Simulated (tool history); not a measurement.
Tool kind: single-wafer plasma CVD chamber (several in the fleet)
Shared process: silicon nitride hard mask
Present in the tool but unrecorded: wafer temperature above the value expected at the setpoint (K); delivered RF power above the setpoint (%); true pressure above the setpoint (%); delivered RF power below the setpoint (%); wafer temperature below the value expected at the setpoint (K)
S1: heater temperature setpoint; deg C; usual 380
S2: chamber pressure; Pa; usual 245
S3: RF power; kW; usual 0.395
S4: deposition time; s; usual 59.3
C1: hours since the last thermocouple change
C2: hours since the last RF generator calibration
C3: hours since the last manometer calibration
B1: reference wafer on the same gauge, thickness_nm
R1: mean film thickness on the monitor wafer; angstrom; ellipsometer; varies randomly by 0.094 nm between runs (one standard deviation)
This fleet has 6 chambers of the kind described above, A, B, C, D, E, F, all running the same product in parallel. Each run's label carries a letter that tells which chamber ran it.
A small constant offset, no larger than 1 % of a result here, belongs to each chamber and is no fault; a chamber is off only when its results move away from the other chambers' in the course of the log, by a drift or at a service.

run   hour   S1   S2     S3    S4      C1      C2      C3      B1      R1
       6.6  -- chamber C: capacitance manometer re-zeroed and calibrated
 1B   14.5  380  245  0.395  59.3   672.6   546.3    50.6  77.829  847.33
 2D   22.5  380  245  0.395  59.3  2048.0   351.5  1989.4  77.828  853.06
 3C   32.0  380  245  0.395  59.3  1805.1  1087.3    25.4  77.835  859.19
 4A   39.5  380  245  0.395  59.3  1291.7  1234.6   697.1  77.829  857.53
 5F   46.7  380  245  0.395  59.3   519.5  1847.0  1865.0  77.840  857.22
      56.4  -- chamber F: RF generator calibrated
 6E   61.3  380  245  0.395  59.3   186.1  1646.0   406.8  77.851  859.46
 7A   75.6  380  245  0.395  59.3  1327.8  1270.7   733.2  77.855  857.53
 8E   86.6  380  283  0.395  65.2   211.4  1671.3   432.1  77.872  980.29
 9C   99.7  380  283  0.395  65.2  1872.8  1155.0    93.1  77.892  980.84
10D  108.3  380  283  0.395  65.2  2133.8   437.3  2075.2  77.881  974.60
     115.8  -- chamber D: thermocouple changed; heater temperature recalibrated
11F  118.7  380  283  0.395  65.2   591.5    62.3  1937.0  77.899  979.20
     125.7  -- chamber D: capacitance manometer re-zeroed and calibrated
12B  126.8  380  283  0.395  65.2   784.9   658.6   162.9  77.885  970.28
13D  138.6  380  283  0.395  65.2    22.9   467.6    12.9  77.901  976.00
14E  154.3  380  245  0.395  59.3   279.1  1739.0   499.8  77.946  859.92
15A  167.6  380  245  0.395  59.3  1419.8  1362.7   825.2  77.955  856.68
16C  178.6  380  245  0.395  59.3  1951.7  1233.9   172.0  77.956  858.32
     181.7  -- chamber A: capacitance manometer re-zeroed and calibrated
17B  193.7  380  245  0.395  59.3   851.8   725.5   229.8  77.967  849.19
     199.2  -- chamber A: thermocouple changed; heater temperature recalibrated
18F  207.6  380  245  0.395  59.3   680.4   151.2  2025.9  77.995  858.21
19C  223.9  380  245  0.395  59.3  1997.0  1279.2   217.3  77.986  859.96
20A  238.4  380  245  0.395  59.3    39.2  1433.5    56.8  78.009  858.56
21E  246.9  380  245  0.395  59.3   371.7  1831.6   592.4  77.989  858.67
22F  255.2  380  196  0.460  59.3   728.0   198.8  2073.5  78.009  879.98
23B  271.4  380  196  0.460  59.3   929.5   803.2   307.5  78.022  868.58
     271.9  -- chamber C: RF generator calibrated
24D  285.4  380  196  0.460  59.3   169.7   614.4   159.7  78.016  876.85
25D  299.1  380  196  0.460  59.3   183.4   628.1   173.4  78.035  878.20
26A  308.6  380  196  0.460  59.3   109.4  1503.7   127.0  78.054  879.84
27B  320.4  380  196  0.460  59.3   978.5   852.2   356.5  78.070  869.34
28C  332.5  380  245  0.395  59.3  2105.6    60.7   325.9  78.066  860.74
29F  342.3  380  245  0.395  59.3   815.1   285.9  2160.6  78.104  860.90
30E  354.5  380  245  0.395  59.3   479.3  1939.2   700.0  78.111  859.97
31D  364.3  380  245  0.395  59.3   248.6   693.3   238.6  78.095  856.24
32F  372.3  380  245  0.395  59.3   845.1   315.9  2190.6  78.123  859.80
33B  385.5  387  245  0.395  59.3  1043.6   917.3   421.6  78.099  850.56
34A  393.3  387  245  0.395  59.3   194.1  1588.4   211.7  78.119  858.28
35C  401.8  387  245  0.395  59.3  2174.9   130.0   395.2  78.159  857.49
36E  416.7  387  245  0.395  59.3   541.5  2001.4   762.2  78.141  858.33

Is one chamber off against the others, does the gauge drift, or is nothing wrong? If a chamber is off, say which, and what the likeliest cause is.

Gauge drift. The chambers move together only on paper, and none stands off.
Cause: gauge reads high (%) = 0.455.
